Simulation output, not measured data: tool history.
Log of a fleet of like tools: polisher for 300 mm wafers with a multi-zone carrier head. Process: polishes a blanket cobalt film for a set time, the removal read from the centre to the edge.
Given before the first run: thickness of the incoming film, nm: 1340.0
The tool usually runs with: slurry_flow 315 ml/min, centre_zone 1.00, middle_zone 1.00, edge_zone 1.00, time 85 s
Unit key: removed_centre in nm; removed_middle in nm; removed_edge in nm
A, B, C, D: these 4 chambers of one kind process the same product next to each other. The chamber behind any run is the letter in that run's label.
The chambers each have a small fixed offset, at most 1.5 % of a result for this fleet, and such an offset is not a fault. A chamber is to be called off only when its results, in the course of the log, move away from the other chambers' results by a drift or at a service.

run	hour	slurry_flow	centre_zone	middle_zone	edge_zone	time	removed_centre	removed_middle	removed_edge
1C	3.7	315	1.00	1.00	1.00	85	268.11	259.81	267.09
2B	6.0	315	1.00	1.00	1.00	85	266.19	266.26	268.45
3A	8.3	315	1.00	1.00	1.00	85	271.67	271.18	271.52
# hour 11.0: chamber D: centre zone pressure recalibrated
4D	12.2	315	1.00	1.00	1.00	85	265.30	269.39	266.47
5C	15.3	315	1.00	1.00	1.00	85	270.65	264.46	266.66
6D	19.0	315	1.00	1.00	1.00	85	268.48	272.81	270.05
# hour 22.1: chamber D: worn pad replaced by a new one
7B	23.1	315	1.00	1.00	1.00	85	262.84	264.49	264.17
8A	27.0	315	1.00	1.00	1.00	85	268.09	264.34	268.13
9A	30.5	315	1.00	1.10	1.00	85	271.61	296.46	267.33
10B	35.6	315	1.00	1.10	1.00	85	266.13	297.76	267.26
11D	40.2	315	1.00	1.10	1.00	85	267.39	293.17	264.85
12C	43.5	315	1.00	1.10	1.00	85	271.13	287.98	268.50
# hour 45.2: chamber C: worn pad replaced by a new one
13D	46.2	315	1.00	1.00	1.00	85	269.49	272.23	267.59
14A	50.9	315	1.00	1.00	1.00	85	273.97	266.66	271.36
# hour 51.0: chamber A: worn pad replaced by a new one
15B	53.7	315	1.00	1.00	1.00	85	264.93	268.71	264.82
16C	56.8	315	1.00	1.00	1.00	85	266.42	263.77	267.37
17D	60.0	315	1.00	1.00	1.11	85	268.01	275.05	277.60
# hour 60.7: chamber B: worn pad replaced by a new one
18B	65.0	315	1.00	1.00	1.11	85	267.11	266.40	282.25
19A	70.0	315	1.00	1.00	1.11	85	266.83	266.57	285.31
20C	73.5	315	1.00	1.00	1.11	85	270.66	262.39	278.53
# hour 74.9: chamber D: worn pad replaced by a new one
21C	77.8	315	1.00	1.00	1.00	85	266.01	260.24	267.51
22A	82.3	315	1.00	1.00	1.00	85	271.17	266.38	267.54
23D	86.8	315	1.00	1.00	1.00	85	266.13	269.21	268.43
24B	92.0	315	1.00	1.00	1.00	85	264.17	268.02	264.02
25C	97.3	315	1.00	1.00	1.00	85	262.68	263.18	262.33
26D	102.0	315	1.00	1.00	1.00	85	271.05	273.33	266.00
27B	106.0	315	1.00	0.92	1.00	101	312.32	296.10	314.31
28A	110.9	315	1.00	0.92	1.00	101	322.91	290.30	314.97
29A	115.8	315	1.00	0.92	1.00	101	313.13	298.97	319.90
30B	120.0	315	1.00	0.92	1.00	101	318.13	294.89	314.78
# hour 123.9: chamber D: worn pad replaced by a new one
31D	123.9	315	1.00	1.00	1.00	85	269.06	270.14	269.51
32C	126.9	315	1.00	1.00	1.00	85	259.72	255.16	262.44
# hour 129.7: chamber B: worn pad replaced by a new one
33B	130.6	315	0.91	1.00	1.00	85	239.38	266.54	267.36
34D	135.3	315	0.91	1.00	1.00	85	241.47	272.78	269.57
# hour 137.7: chamber D: edge zone pressure recalibrated
35C	140.5	315	0.91	1.00	1.00	85	232.31	255.02	261.91
36A	143.6	315	0.91	1.00	1.00	85	242.31	272.17	268.41
# hour 143.8: chamber A: worn pad replaced by a new one
# hour 145.8: chamber A: centre zone pressure recalibrated
37A	146.9	315	1.00	1.00	1.00	85	267.31	265.81	268.47
38B	149.5	315	1.00	1.00	1.00	85	267.45	273.06	271.04
39D	154.6	315	1.00	1.00	1.00	85	264.40	273.61	267.60
# hour 155.6: chamber C: worn pad replaced by a new one
40C	157.8	315	1.00	1.00	1.00	85	258.83	250.08	258.56
41A	162.5	315	1.00	1.00	1.00	85	267.93	268.82	268.67
42D	166.8	315	1.00	1.00	1.00	85	267.35	273.01	267.71

Decide between three cases: one chamber stands off from its peers, the gauge reading all wafers drifts, or nothing is wrong past each chamber's small offset. Where a chamber is off, say which and what most likely put it there.

It is chamber C that slowly wanders off from its peers.
Most likely cause: slurry flow missing at the pad, % = 37.2.

Which of the 4 candidates below, each the usual settings with something changed and its results left as question marks, puts chamber C back in line with what the other chambers give on the usual settings?
In-line tolerance around the mean of the other chambers on the usual settings: removed_centre 8.20 nm; removed_middle 9.00 nm; removed_edge 6.90 nm
43C-1	170.6	310	1.00	0.98	1.01	81	?	?	?
43C-2	170.6	320	1.00	1.02	0.99	89	?	?	?
43C-3	170.6	305	1.00	0.95	1.02	77	?	?	?
43C-4	170.6	325	1.01	1.05	0.97	94	?	?	?

Usual-settings mean across the other chambers: removed_centre 266.67 nm; removed_middle 269.56 nm; removed_edge 268.00 nm
run	removed_centre	removed_middle	removed_edge
43C-1	240.24	233.03	246.78
43C-2	265.42	266.81	269.13
43C-3	227.70	214.82	235.47
43C-4	284.12	290.01	281.63
With 43C-2, the chamber falls back in line with the rest.
